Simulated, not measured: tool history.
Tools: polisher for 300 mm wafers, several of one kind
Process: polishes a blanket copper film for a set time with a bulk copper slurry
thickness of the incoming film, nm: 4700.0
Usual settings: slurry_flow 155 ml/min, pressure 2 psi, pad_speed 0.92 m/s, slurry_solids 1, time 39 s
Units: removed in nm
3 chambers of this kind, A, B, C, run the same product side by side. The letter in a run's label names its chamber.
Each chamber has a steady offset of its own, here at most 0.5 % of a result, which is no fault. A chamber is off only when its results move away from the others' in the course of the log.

{"run": "1C", "day": 0.367, "slurry_flow": 155, "pressure": 2, "pad_speed": 0.92, "slurry_solids": 1, "time": 39, "removed": 244.9}
{"run": "2A", "day": 0.796, "slurry_flow": 155, "pressure": 2, "pad_speed": 0.92, "slurry_solids": 1, "time": 39, "removed": 244.16}
{"run": "3B", "day": 1.338, "slurry_flow": 155, "pressure": 2, "pad_speed": 0.92, "slurry_solids": 1, "time": 39, "removed": 236.75}
{"run": "4B", "day": 1.646, "slurry_flow": 155, "pressure": 2, "pad_speed": 0.92, "slurry_solids": 1, "time": 39, "removed": 242.25}
{"day": 1.679, "done": "chamber C: worn pad replaced by a new one"}
{"day": 2.025, "done": "chamber A: worn pad replaced by a new one"}
{"run": "5A", "day": 2.075, "slurry_flow": 155, "pressure": 2, "pad_speed": 0.92, "slurry_solids": 1, "time": 39, "removed": 240.19}
{"day": 2.312, "done": "chamber A: slurry blender recalibrated"}
{"run": "6C", "day": 2.638, "slurry_flow": 155, "pressure": 2, "pad_speed": 0.92, "slurry_solids": 1, "time": 39, "removed": 245.92}
{"run": "7A", "day": 3.188, "slurry_flow": 155, "pressure": 2, "pad_speed": 0.92, "slurry_solids": 1, "time": 39, "removed": 245.47}
{"day": 3.467, "done": "chamber C: head pressure recalibrated"}
{"run": "8B", "day": 3.567, "slurry_flow": 155, "pressure": 2, "pad_speed": 0.92, "slurry_solids": 1, "time": 39, "removed": 236.03}
{"run": "9C", "day": 3.888, "slurry_flow": 180, "pressure": 2, "pad_speed": 1.16, "slurry_solids": 1, "time": 39, "removed": 312.22}
{"run": "10B", "day": 4.15, "slurry_flow": 180, "pressure": 2, "pad_speed": 1.16, "slurry_solids": 1, "time": 39, "removed": 309.32}
{"run": "11C", "day": 4.704, "slurry_flow": 180, "pressure": 2, "pad_speed": 1.16, "slurry_solids": 1, "time": 39, "removed": 309.54}
{"day": 5.183, "done": "chamber C: worn pad replaced by a new one"}
{"run": "12A", "day": 5.208, "slurry_flow": 155, "pressure": 2, "pad_speed": 0.92, "slurry_solids": 1, "time": 39, "removed": 244.23}
{"run": "13A", "day": 5.683, "slurry_flow": 155, "pressure": 2, "pad_speed": 0.92, "slurry_solids": 1, "time": 39, "removed": 238.02}
{"day": 5.896, "done": "chamber A: worn pad replaced by a new one"}
{"run": "14B", "day": 6.162, "slurry_flow": 155, "pressure": 2, "pad_speed": 0.92, "slurry_solids": 1, "time": 39, "removed": 243.99}
{"run": "15C", "day": 6.438, "slurry_flow": 155, "pressure": 2, "pad_speed": 0.92, "slurry_solids": 1, "time": 39, "removed": 244.87}
{"day": 6.462, "done": "chamber B: slurry blender recalibrated"}
{"day": 6.571, "done": "chamber B: slurry nozzle cleaned"}
{"run": "16C", "day": 6.946, "slurry_flow": 155, "pressure": 2, "pad_speed": 0.92, "slurry_solids": 1, "time": 39, "removed": 246.43}
{"run": "17A", "day": 7.408, "slurry_flow": 155, "pressure": 2, "pad_speed": 0.92, "slurry_solids": 1, "time": 39, "removed": 241.86}
{"day": 7.788, "done": "chamber C: slurry nozzle cleaned"}
{"run": "18B", "day": 7.871, "slurry_flow": 155, "pressure": 2.3, "pad_speed": 1.14, "slurry_solids": 1, "time": 39, "removed": 336.56}
{"run": "19B", "day": 8.329, "slurry_flow": 155, "pressure": 2.3, "pad_speed": 1.14, "slurry_solids": 1, "time": 39, "removed": 335.43}
{"run": "20C", "day": 8.9, "slurry_flow": 155, "pressure": 2.3, "pad_speed": 1.14, "slurry_solids": 1, "time": 39, "removed": 343.23}
{"day": 9.129, "done": "chamber A: worn pad replaced by a new one"}
{"day": 9.179, "done": "chamber C: worn pad replaced by a new one"}
{"run": "21A", "day": 9.204, "slurry_flow": 155, "pressure": 2, "pad_speed": 0.92, "slurry_solids": 1, "time": 39, "removed": 241.85}
{"day": 9.396, "done": "chamber C: slurry blender recalibrated"}
{"run": "22B", "day": 9.517, "slurry_flow": 155, "pressure": 2, "pad_speed": 0.92, "slurry_solids": 1, "time": 39, "removed": 234.88}
{"run": "23C", "day": 9.904, "slurry_flow": 155, "pressure": 2, "pad_speed": 0.92, "slurry_solids": 1, "time": 39, "removed": 241.99}
{"day": 10.175, "done": "chamber A: slurry blender recalibrated"}
{"run": "24A", "day": 10.492, "slurry_flow": 155, "pressure": 2, "pad_speed": 0.92, "slurry_solids": 1, "time": 39, "removed": 244.07}
{"run": "25B", "day": 10.912, "slurry_flow": 155, "pressure": 2, "pad_speed": 0.92, "slurry_solids": 1, "time": 39, "removed": 230.28}
{"run": "26A", "day": 11.421, "slurry_flow": 155, "pressure": 2, "pad_speed": 0.92, "slurry_solids": 1, "time": 39, "removed": 240.16}
{"run": "27C", "day": 11.708, "slurry_flow": 155, "pressure": 2, "pad_speed": 1.2, "slurry_solids": 1, "time": 39, "removed": 315.86}
{"run": "28B", "day": 11.988, "slurry_flow": 155, "pressure": 2, "pad_speed": 1.2, "slurry_solids": 1, "time": 39, "removed": 296.09}
{"run": "29C", "day": 12.45, "slurry_flow": 155, "pressure": 2, "pad_speed": 1.2, "slurry_solids": 1, "time": 39, "removed": 313.13}
{"day": 12.638, "done": "chamber C: worn pad replaced by a new one"}
{"day": 12.65, "done": "chamber A: worn pad replaced by a new one"}
{"run": "30A", "day": 12.75, "slurry_flow": 155, "pressure": 2, "pad_speed": 0.92, "slurry_solids": 1, "time": 39, "removed": 244.1}
{"run": "31A", "day": 13.067, "slurry_flow": 155, "pressure": 2, "pad_speed": 0.92, "slurry_solids": 1, "time": 34, "removed": 210.29}
{"run": "32C", "day": 13.488, "slurry_flow": 155, "pressure": 2, "pad_speed": 0.92, "slurry_solids": 1, "time": 34, "removed": 211.76}
{"day": 13.621, "done": "chamber B: slurry blender recalibrated"}
{"run": "33B", "day": 13.779, "slurry_flow": 155, "pressure": 2, "pad_speed": 0.92, "slurry_solids": 1, "time": 34, "removed": 193.07}
{"run": "34C", "day": 14.133, "slurry_flow": 155, "pressure": 2, "pad_speed": 0.92, "slurry_solids": 1, "time": 39, "removed": 241.61}
{"run": "35B", "day": 14.421, "slurry_flow": 155, "pressure": 2, "pad_speed": 0.92, "slurry_solids": 1, "time": 39, "removed": 222.76}
{"day": 14.6, "done": "chamber A: slurry nozzle cleaned"}
{"run": "36A", "day": 14.762, "slurry_flow": 155, "pressure": 2, "pad_speed": 0.92, "slurry_solids": 1, "time": 39, "removed": 244.96}
{"run": "37A", "day": 15.354, "slurry_flow": 155, "pressure": 2, "pad_speed": 0.92, "slurry_solids": 1, "time": 39, "removed": 238.3}
{"day": 15.875, "done": "chamber A: worn pad replaced by a new one"}
{"run": "38C", "day": 15.938, "slurry_flow": 155, "pressure": 2, "pad_speed": 0.92, "slurry_solids": 1, "time": 39, "removed": 242.56}
{"day": 16.042, "done": "chamber C: worn pad replaced by a new one"}
{"run": "39B", "day": 16.362, "slurry_flow": 155, "pressure": 2, "pad_speed": 0.92, "slurry_solids": 1, "time": 39, "removed": 217.99}
{"run": "40C", "day": 16.9, "slurry_flow": 155, "pressure": 2, "pad_speed": 0.92, "slurry_solids": 1, "time": 39, "removed": 240.94}
{"run": "41A", "day": 17.2, "slurry_flow": 155, "pressure": 2, "pad_speed": 0.92, "slurry_solids": 1, "time": 39, "removed": 244.61}
{"run": "42B", "day": 17.788, "slurry_flow": 155, "pressure": 2, "pad_speed": 0.92, "slurry_solids": 1, "time": 39, "removed": 216.35}

All 3 chambers run these settings next. Forecast each chamber's results:
{"run": "43A", "day": 18.217, "slurry_flow": 155, "pressure": 2, "pad_speed": 0.92, "slurry_solids": 1, "time": 39, "removed": "?"}
{"run": "43B", "day": 18.217, "slurry_flow": 155, "pressure": 2, "pad_speed": 0.92, "slurry_solids": 1, "time": 39, "removed": "?"}
{"run": "43C", "day": 18.217, "slurry_flow": 155, "pressure": 2, "pad_speed": 0.92, "slurry_solids": 1, "time": 39, "removed": "?"}

run=43A removed=239.11
run=43B removed=215.85
run=43C removed=243.62

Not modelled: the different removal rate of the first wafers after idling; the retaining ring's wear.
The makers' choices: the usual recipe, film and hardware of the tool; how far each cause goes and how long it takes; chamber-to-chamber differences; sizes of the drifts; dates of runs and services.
